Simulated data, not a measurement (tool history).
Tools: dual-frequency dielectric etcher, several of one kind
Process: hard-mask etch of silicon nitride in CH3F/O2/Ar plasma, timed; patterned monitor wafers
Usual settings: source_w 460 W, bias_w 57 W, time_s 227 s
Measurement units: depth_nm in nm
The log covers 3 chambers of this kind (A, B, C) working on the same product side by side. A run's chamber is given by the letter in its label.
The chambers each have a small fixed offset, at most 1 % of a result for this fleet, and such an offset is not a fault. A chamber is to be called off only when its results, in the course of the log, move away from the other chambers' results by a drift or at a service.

run	hour	source_w	bias_w	time_s	read-back reference wafer on the same gauge, depth_nm	depth_nm
1A	7.2	460	57	227	135.93	156.46
2B	13.3	460	57	227	135.92	155.72
3C	18.1	460	57	227	135.86	154.59
4B	23.3	460	57	227	135.88	155.72
5C	30	460	57	227	135.8	155.02
6A	33.3	460	57	227	135.74	156.08
7B	36.9	460	57	227	135.77	155.65
8C	41.6	460	57	227	135.68	154.88
9A	45.3	460	57	227	135.73	156.49
10A	49.7	460	57	227	135.67	156.35
11C	54.7	350	52	227	135.63	135.18
12B	59.9	350	52	227	135.61	136.05
13C	66.8	350	52	227	135.59	135.07
14B	71.1	460	57	227	135.5	155.26
15A	74.2	460	57	227	135.48	155.78
16A	78.4	460	57	227	135.51	155.46
17C	85.2	460	57	227	135.47	154.38
18B	91.5	460	57	227	135.41	155.12
19A	97.5	460	57	227	135.43	155.47
20B	101.2	350	57	227	135.4	139.42
21C	107.7	350	57	227	135.3	138.93
22B	112.2	350	57	227	135.29	139.98
23C	119.1	460	44	227	135.27	142.19
24A	122.6	460	44	227	135.17	143.49

All 3 chambers run these settings next. Forecast each chamber's results:
25A	127.7	460	57	227		?
25B	127.7	460	57	227		?
25C	127.7	460	57	227		?

run	depth_nm
25A	155.15
25B	154.86
25C	154.29
